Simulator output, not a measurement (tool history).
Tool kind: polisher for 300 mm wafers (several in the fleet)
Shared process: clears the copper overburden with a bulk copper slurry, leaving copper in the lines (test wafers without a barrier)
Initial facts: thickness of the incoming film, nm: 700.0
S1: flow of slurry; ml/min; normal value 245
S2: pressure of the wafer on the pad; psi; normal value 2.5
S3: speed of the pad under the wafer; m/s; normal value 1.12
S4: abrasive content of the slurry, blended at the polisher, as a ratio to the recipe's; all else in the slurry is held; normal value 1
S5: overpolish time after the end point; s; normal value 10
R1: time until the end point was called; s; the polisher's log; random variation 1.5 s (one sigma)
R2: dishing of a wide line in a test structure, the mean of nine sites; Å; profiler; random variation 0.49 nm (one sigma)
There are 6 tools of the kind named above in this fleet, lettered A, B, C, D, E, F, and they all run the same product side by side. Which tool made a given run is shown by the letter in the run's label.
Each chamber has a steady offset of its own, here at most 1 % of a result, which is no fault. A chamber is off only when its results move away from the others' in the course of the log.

| run | hour | S1 | S2 | S3 | S4 | S5 | R1 | R2 |
|---|---|---|---|---|---|---|---|---|
|  | 3.4 | chamber D: worn pad replaced by a new one |
| 1C | 7.3 | 245 | 2.5 | 1.12 | 1 | 10 | 82.746 | 480.96 |
|  | 17.2 | chamber D: slurry blender recalibrated |
| 2F | 22.6 | 245 | 2.5 | 1.12 | 1 | 10 | 81.202 | 477.12 |
|  | 25.7 | chamber A: worn pad replaced by a new one |
|  | 30.2 | chamber F: worn pad replaced by a new one |
| 3A | 34.2 | 245 | 2.5 | 1.12 | 1 | 10 | 83.883 | 491.95 |
|  | 41.0 | chamber D: head pressure recalibrated |
| 4B | 45.2 | 245 | 2.5 | 1.12 | 1 | 10 | 81.677 | 483.32 |
| 5E | 54.1 | 245 | 2.5 | 1.12 | 1 | 10 | 82.230 | 477.06 |
|  | 57.0 | chamber A: slurry blender recalibrated |
| 6D | 65.4 | 245 | 2.5 | 1.12 | 1 | 10 | 81.112 | 489.37 |
|  | 66.4 | chamber C: worn pad replaced by a new one |
| 7E | 72.6 | 245 | 2.5 | 1.12 | 1 | 10 | 82.184 | 494.48 |
|  | 85.6 | chamber E: worn pad replaced by a new one |
| 8D | 85.7 | 245 | 2.5 | 1.12 | 1 | 10 | 82.952 | 479.90 |
|  | 92.6 | chamber B: worn pad replaced by a new one |
|  | 95.5 | chamber D: worn pad replaced by a new one |
|  | 97.4 | chamber B: slurry nozzle cleaned |
| 9C | 98.1 | 245 | 2.5 | 1.12 | 1 | 10 | 80.865 | 489.11 |
|  | 102.0 | chamber A: worn pad replaced by a new one |
| 10F | 108.5 | 245 | 2.5 | 1.12 | 1 | 10 | 82.486 | 478.17 |
| 11A | 117.4 | 245 | 2.5 | 0.98 | 1 | 13 | 89.076 | 532.82 |
|  | 122.0 | chamber F: head pressure recalibrated |
|  | 123.1 | chamber F: worn pad replaced by a new one |
| 12B | 131.1 | 245 | 2.5 | 0.98 | 1 | 13 | 91.182 | 526.22 |
| 13D | 139.2 | 245 | 2.5 | 0.98 | 1 | 13 | 92.013 | 527.11 |
|  | 144.8 | chamber C: slurry blender recalibrated |
|  | 146.3 | chamber E: slurry nozzle cleaned |
| 14F | 148.4 | 245 | 2.5 | 0.98 | 1 | 13 | 91.929 | 520.51 |
| 15C | 158.3 | 245 | 2.5 | 0.98 | 1 | 13 | 94.001 | 521.56 |
|  | 163.9 | chamber C: worn pad replaced by a new one |
|  | 169.4 | chamber A: slurry nozzle cleaned |
| 16B | 170.5 | 245 | 2.5 | 0.98 | 1 | 13 | 93.245 | 518.34 |
|  | 171.8 | chamber D: slurry blender recalibrated |
|  | 173.5 | chamber B: worn pad replaced by a new one |
| 17E | 178.1 | 245 | 2.5 | 0.86 | 1 | 10 | 108.660 | 401.76 |
|  | 183.1 | chamber A: worn pad replaced by a new one |
|  | 183.1 | chamber B: slurry blender recalibrated |
|  | 183.6 | chamber D: worn pad replaced by a new one |
| 18A | 187.5 | 245 | 2.5 | 0.86 | 1 | 10 | 106.200 | 413.34 |
|  | 199.8 | chamber F: worn pad replaced by a new one |
|  | 201.4 | chamber F: slurry nozzle cleaned |
| 19E | 202.6 | 245 | 2.5 | 0.86 | 1 | 10 | 106.290 | 410.12 |
| 20B | 216.4 | 245 | 2.5 | 0.86 | 1 | 10 | 107.420 | 398.76 |
| 21D | 224.7 | 245 | 2.5 | 0.86 | 1 | 10 | 106.410 | 397.38 |
|  | 226.4 | chamber A: head pressure recalibrated |
| 22A | 236.1 | 245 | 2.5 | 0.86 | 1 | 10 | 106.610 | 402.97 |
|  | 246.5 | chamber E: worn pad replaced by a new one |
| 23C | 251.0 | 245 | 2.5 | 1.12 | 1 | 10 | 80.296 | 485.00 |
|  | 259.1 | chamber B: worn pad replaced by a new one |
|  | 259.7 | chamber C: worn pad replaced by a new one |
| 24F | 261.9 | 245 | 2.5 | 1.12 | 1 | 10 | 84.006 | 479.46 |
| 25F | 270.8 | 245 | 2.5 | 1.12 | 1 | 10 | 82.787 | 476.47 |
|  | 274.0 | chamber A: worn pad replaced by a new one |
|  | 277.8 | chamber D: worn pad replaced by a new one |
| 26D | 285.9 | 205 | 2.5 | 1.12 | 1 | 10 | 81.633 | 471.78 |
|  | 286.9 | chamber F: worn pad replaced by a new one |
| 27E | 293.8 | 205 | 2.5 | 1.12 | 1 | 10 | 83.395 | 475.32 |
| 28C | 307.6 | 205 | 2.5 | 1.12 | 1 | 10 | 83.885 | 479.76 |
| 29A | 314.7 | 205 | 2.5 | 1.12 | 1 | 10 | 84.990 | 477.80 |
|  | 315.6 | chamber F: slurry blender recalibrated |
|  | 321.0 | chamber D: slurry blender recalibrated |
| 30B | 322.3 | 205 | 2.5 | 1.12 | 1 | 10 | 84.418 | 473.74 |
| 31F | 332.9 | 205 | 2.5 | 1.12 | 1 | 10 | 81.107 | 467.74 |
|  | 347.4 | chamber A: worn pad replaced by a new one |
| 32D | 348.4 | 245 | 2.5 | 1.12 | 1 | 10 | 82.006 | 474.36 |
|  | 352.5 | chamber B: worn pad replaced by a new one |
|  | 358.8 | chamber C: slurry blender recalibrated |
| 33C | 362.0 | 245 | 2.5 | 1.12 | 1 | 10 | 81.604 | 487.67 |
|  | 367.3 | chamber E: worn pad replaced by a new one |
| 34A | 373.9 | 245 | 2.5 | 1.12 | 1 | 10 | 83.057 | 490.29 |
| 35E | 382.9 | 245 | 2.5 | 1.12 | 1 | 10 | 82.088 | 480.09 |
|  | 396.0 | chamber B: slurry blender recalibrated |
| 36B | 397.2 | 245 | 2.5 | 1.12 | 1 | 10 | 81.475 | 490.75 |
| 37A | 408.7 | 245 | 2.5 | 1.12 | 1 | 8 | 81.410 | 419.89 |
| 38B | 417.8 | 245 | 2.5 | 1.12 | 1 | 8 | 79.507 | 411.59 |

One chamber off, gauge drift, or nothing amiss beyond the chambers' own small offsets? If it is a chamber, which one, and what is the likeliest cause?

The fleet is healthy, with each chamber sitting at its usual small offset and no drift in the gauge.

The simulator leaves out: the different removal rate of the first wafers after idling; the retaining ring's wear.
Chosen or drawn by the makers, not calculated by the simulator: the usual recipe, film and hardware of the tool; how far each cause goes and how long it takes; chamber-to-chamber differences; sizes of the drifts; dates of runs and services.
